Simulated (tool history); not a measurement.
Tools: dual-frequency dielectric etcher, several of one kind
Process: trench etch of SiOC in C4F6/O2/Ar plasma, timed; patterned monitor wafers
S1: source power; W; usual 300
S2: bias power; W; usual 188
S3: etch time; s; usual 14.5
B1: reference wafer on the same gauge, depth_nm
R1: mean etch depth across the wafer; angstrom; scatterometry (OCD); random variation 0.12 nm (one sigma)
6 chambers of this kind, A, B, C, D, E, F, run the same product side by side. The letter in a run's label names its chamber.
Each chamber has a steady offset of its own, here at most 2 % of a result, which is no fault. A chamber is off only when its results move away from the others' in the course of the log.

Run 1E, hour 5.1: usual settings; B1 22.397. Result: R1 270.88 angstrom.
Run 2C, hour 12.6: usual settings; B1 22.392. Result: R1 271.62 angstrom.
Run 3B, hour 19.7: usual settings; B1 22.413. Result: R1 278.08 angstrom.
At hour 21.7: chamber F: wet clean of the chamber.
Run 4A, hour 30.1: usual settings; B1 22.424. Result: R1 273.57 angstrom.
At hour 33.7: chamber C: wet clean of the chamber.
Run 5F, hour 34.7: usual settings; B1 22.396. Result: R1 269.75 angstrom.
Run 6D, hour 44.9: usual settings but S1 260 W, S2 146 W; B1 22.413. Result: R1 238.23 angstrom.
Run 7C, hour 55.5: usual settings but S1 260 W, S2 146 W; B1 22.385. Result: R1 237.57 angstrom.
Run 8B, hour 62.2: usual settings but S1 260 W, S2 146 W; B1 22.399. Result: R1 243.28 angstrom.
At hour 66.3: chamber A: bias power generator calibrated.
Run 9E, hour 71.0: usual settings but S1 260 W, S2 146 W; B1 22.415. Result: R1 238.76 angstrom.
Run 10F, hour 80.2: usual settings but S1 260 W, S2 146 W; B1 22.402. Result: R1 237.57 angstrom.
Run 11A, hour 85.7: usual settings but S1 260 W, S2 146 W; B1 22.416. Result: R1 237.68 angstrom.
Run 12D, hour 91.8: usual settings; B1 22.430. Result: R1 271.39 angstrom.
Run 13F, hour 102.1: usual settings; B1 22.403. Result: R1 271.96 angstrom.
Run 14B, hour 112.5: usual settings; B1 22.402. Result: R1 278.42 angstrom.
Run 15C, hour 118.1: usual settings; B1 22.392. Result: R1 271.52 angstrom.
Run 16D, hour 123.0: usual settings; B1 22.433. Result: R1 270.90 angstrom.
Run 17E, hour 128.5: usual settings; B1 22.408. Result: R1 271.14 angstrom.
Run 18A, hour 135.3: usual settings but S1 330 W; B1 22.392. Result: R1 283.22 angstrom.
Run 19E, hour 144.3: usual settings but S1 330 W; B1 22.364. Result: R1 283.99 angstrom.
Run 20C, hour 153.5: usual settings but S1 330 W; B1 22.421. Result: R1 282.41 angstrom.
Run 21A, hour 158.6: usual settings but S1 330 W; B1 22.411. Result: R1 283.93 angstrom.
Run 22B, hour 166.8: usual settings but S1 330 W; B1 22.408. Result: R1 288.34 angstrom.
Run 23F, hour 176.6: usual settings but S1 330 W; B1 22.413. Result: R1 282.91 angstrom.
Run 24D, hour 185.6: usual settings; B1 22.398. Result: R1 267.11 angstrom.
Run 25E, hour 195.1: usual settings; B1 22.400. Result: R1 271.37 angstrom.
Run 26F, hour 203.8: usual settings; B1 22.389. Result: R1 271.73 angstrom.
Run 27C, hour 208.4: usual settings; B1 22.385. Result: R1 272.84 angstrom.
Run 28A, hour 214.4: usual settings; B1 22.392. Result: R1 273.62 angstrom.
Run 29B, hour 220.3: usual settings; B1 22.387. Result: R1 279.78 angstrom.
Run 30D, hour 229.9: usual settings; B1 22.404. Result: R1 267.42 angstrom.
Run 31F, hour 240.5: usual settings; B1 22.399. Result: R1 272.86 angstrom.
Run 32B, hour 249.8: usual settings; B1 22.402. Result: R1 277.57 angstrom.
Run 33D, hour 260.5: usual settings; B1 22.410. Result: R1 264.71 angstrom.
Run 34A, hour 265.5: usual settings; B1 22.403. Result: R1 273.73 angstrom.
Run 35C, hour 275.1: usual settings; B1 22.403. Result: R1 273.88 angstrom.
Run 36E, hour 283.4: usual settings; B1 22.412. Result: R1 271.79 angstrom.
Run 37D, hour 288.0: usual settings; B1 22.403. Result: R1 264.89 angstrom.
Run 38B, hour 295.9: usual settings; B1 22.400. Result: R1 279.89 angstrom.
At hour 299.3: chamber E: wet clean of the chamber.
Run 39A, hour 300.8: usual settings; B1 22.404. Result: R1 272.86 angstrom.
Run 40F, hour 310.7: usual settings but S3 16.5 s; B1 22.414. Result: R1 306.63 angstrom.
Run 41C, hour 321.3: usual settings but S3 16.5 s; B1 22.386. Result: R1 307.95 angstrom.
Run 42E, hour 329.4: usual settings but S3 16.5 s; B1 22.410. Result: R1 309.76 angstrom.
Run 43F, hour 339.8: usual settings but S3 16.5 s; B1 22.417. Result: R1 312.44 angstrom.
Run 44C, hour 346.4: usual settings but S3 16.5 s; B1 22.386. Result: R1 310.85 angstrom.

Next, every chamber runs the same settings. What will each give?
Run 45A, hour 354.0: usual settings. Result: R1 ?.
Run 45B, hour 354.0: usual settings. Result: R1 ?.
Run 45C, hour 354.0: usual settings. Result: R1 ?.
Run 45D, hour 354.0: usual settings. Result: R1 ?.
Run 45E, hour 354.0: usual settings. Result: R1 ?.
Run 45F, hour 354.0: usual settings. Result: R1 ?.

run      R1
45A  272.38
45B  274.89
45C  271.21
45D  263.81
45E  271.79
45F  271.07
